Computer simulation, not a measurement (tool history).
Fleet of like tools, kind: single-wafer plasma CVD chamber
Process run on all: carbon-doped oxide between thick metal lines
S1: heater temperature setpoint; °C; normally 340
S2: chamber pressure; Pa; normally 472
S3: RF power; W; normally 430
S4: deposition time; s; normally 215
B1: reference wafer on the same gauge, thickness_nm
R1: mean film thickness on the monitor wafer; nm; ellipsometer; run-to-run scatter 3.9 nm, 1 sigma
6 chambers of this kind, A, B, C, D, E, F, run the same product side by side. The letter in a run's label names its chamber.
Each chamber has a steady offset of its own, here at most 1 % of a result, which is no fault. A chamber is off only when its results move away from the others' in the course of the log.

run 1F day=0.512 | S1=340 S2=472 S3=430 S4=215 | B1=877.61 | R1=952.52
run 2A day=1 | S1=340 S2=472 S3=430 S4=215 | B1=877.39 | R1=963.04
run 3B day=1.45 | S1=340 S2=472 S3=430 S4=215 | B1=878.9 | R1=960.9
-- day=1.929 chamber B: capacitance manometer re-zeroed and calibrated
run 4C day=1.988 | S1=340 S2=472 S3=430 S4=215 | B1=877.87 | R1=959.56
run 5E day=2.358 | S1=350 S2=472 S3=430 S4=215 | B1=877.34 | R1=929.8
-- day=2.379 chamber A: capacitance manometer re-zeroed and calibrated
-- day=2.725 chamber D: capacitance manometer re-zeroed and calibrated
run 6D day=2.771 | S1=350 S2=472 S3=430 S4=215 | B1=878.44 | R1=940.02
run 7E day=3.238 | S1=350 S2=472 S3=430 S4=215 | B1=877.93 | R1=918.7
run 8F day=3.588 | S1=350 S2=472 S3=430 S4=215 | B1=877.57 | R1=926.41
run 9A day=3.888 | S1=350 S2=472 S3=430 S4=215 | B1=878.29 | R1=941.77
run 10B day=4.346 | S1=350 S2=472 S3=430 S4=215 | B1=878.95 | R1=947.77
run 11C day=4.746 | S1=340 S2=472 S3=430 S4=215 | B1=878.14 | R1=952.09
-- day=4.892 chamber C: thermocouple changed; heater temperature recalibrated
run 12D day=5.229 | S1=340 S2=472 S3=430 S4=215 | B1=877.76 | R1=967.02
run 13D day=5.612 | S1=340 S2=364 S3=430 S4=215 | B1=877.78 | R1=938.79
run 14A day=6.167 | S1=340 S2=364 S3=430 S4=215 | B1=876.69 | R1=928.66
run 15F day=6.779 | S1=340 S2=364 S3=430 S4=215 | B1=878.06 | R1=922.79
-- day=7.179 chamber E: RF generator calibrated
run 16C day=7.267 | S1=340 S2=364 S3=430 S4=215 | B1=877.16 | R1=933.11
run 17E day=7.683 | S1=340 S2=364 S3=430 S4=215 | B1=878.39 | R1=922.9
run 18B day=8.033 | S1=340 S2=364 S3=430 S4=215 | B1=877.5 | R1=935.17
run 19E day=8.521 | S1=340 S2=472 S3=430 S4=215 | B1=877.39 | R1=947.9
run 20B day=9.133 | S1=340 S2=472 S3=430 S4=215 | B1=878.72 | R1=964.51
run 21F day=9.642 | S1=340 S2=472 S3=430 S4=215 | B1=878.6 | R1=945.06
run 22D day=10.129 | S1=340 S2=472 S3=430 S4=215 | B1=876.98 | R1=959.96
run 23C day=10.567 | S1=340 S2=472 S3=430 S4=215 | B1=878.04 | R1=947.62
run 24A day=10.917 | S1=340 S2=472 S3=430 S4=215 | B1=877.99 | R1=968.94
run 25B day=11.246 | S1=340 S2=548 S3=430 S4=215 | B1=877.44 | R1=982.99
run 26D day=11.788 | S1=340 S2=548 S3=430 S4=215 | B1=878.59 | R1=970.13
run 27A day=12.192 | S1=340 S2=548 S3=430 S4=215 | B1=877.74 | R1=982.93
run 28C day=12.692 | S1=340 S2=548 S3=430 S4=215 | B1=877.99 | R1=974.57
run 29F day=13.229 | S1=340 S2=548 S3=430 S4=215 | B1=878.08 | R1=970.6
run 30E day=13.842 | S1=340 S2=548 S3=430 S4=215 | B1=877.52 | R1=971.09
run 31E day=14.321 | S1=340 S2=472 S3=430 S4=215 | B1=878.71 | R1=953.48
run 32D day=14.596 | S1=340 S2=472 S3=430 S4=215 | B1=877.82 | R1=958.03
run 33F day=14.921 | S1=340 S2=472 S3=430 S4=215 | B1=878.31 | R1=952.31
run 34B day=15.383 | S1=340 S2=472 S3=490 S4=215 | B1=878.53 | R1=1053.7
run 35C day=15.683 | S1=340 S2=472 S3=490 S4=215 | B1=877.56 | R1=1042.5
run 36A day=16.117 | S1=340 S2=472 S3=490 S4=215 | B1=878.17 | R1=1053.6
run 37D day=16.542 | S1=340 S2=472 S3=490 S4=215 | B1=878.76 | R1=1044.9
run 38C day=17.021 | S1=340 S2=472 S3=490 S4=215 | B1=879.43 | R1=1038.8
run 39A day=17.325 | S1=340 S2=472 S3=490 S4=215 | B1=877.44 | R1=1052.9
run 40F day=17.729 | S1=340 S2=472 S3=500 S4=250 | B1=878.03 | R1=1220.8
run 41E day=18.15 | S1=340 S2=472 S3=500 S4=250 | B1=878.03 | R1=1224.4
run 42B day=18.496 | S1=340 S2=472 S3=500 S4=250 | B1=877.4 | R1=1244.4

Has any chamber moved away from the others, gradually or after a service, or does the common gauge drift, or do the chambers differ only by their own small steady offsets? State the chamber and the most likely cause if one applies.

Beyond each chamber's small constant offset nothing stands out, and the gauge stays steady.
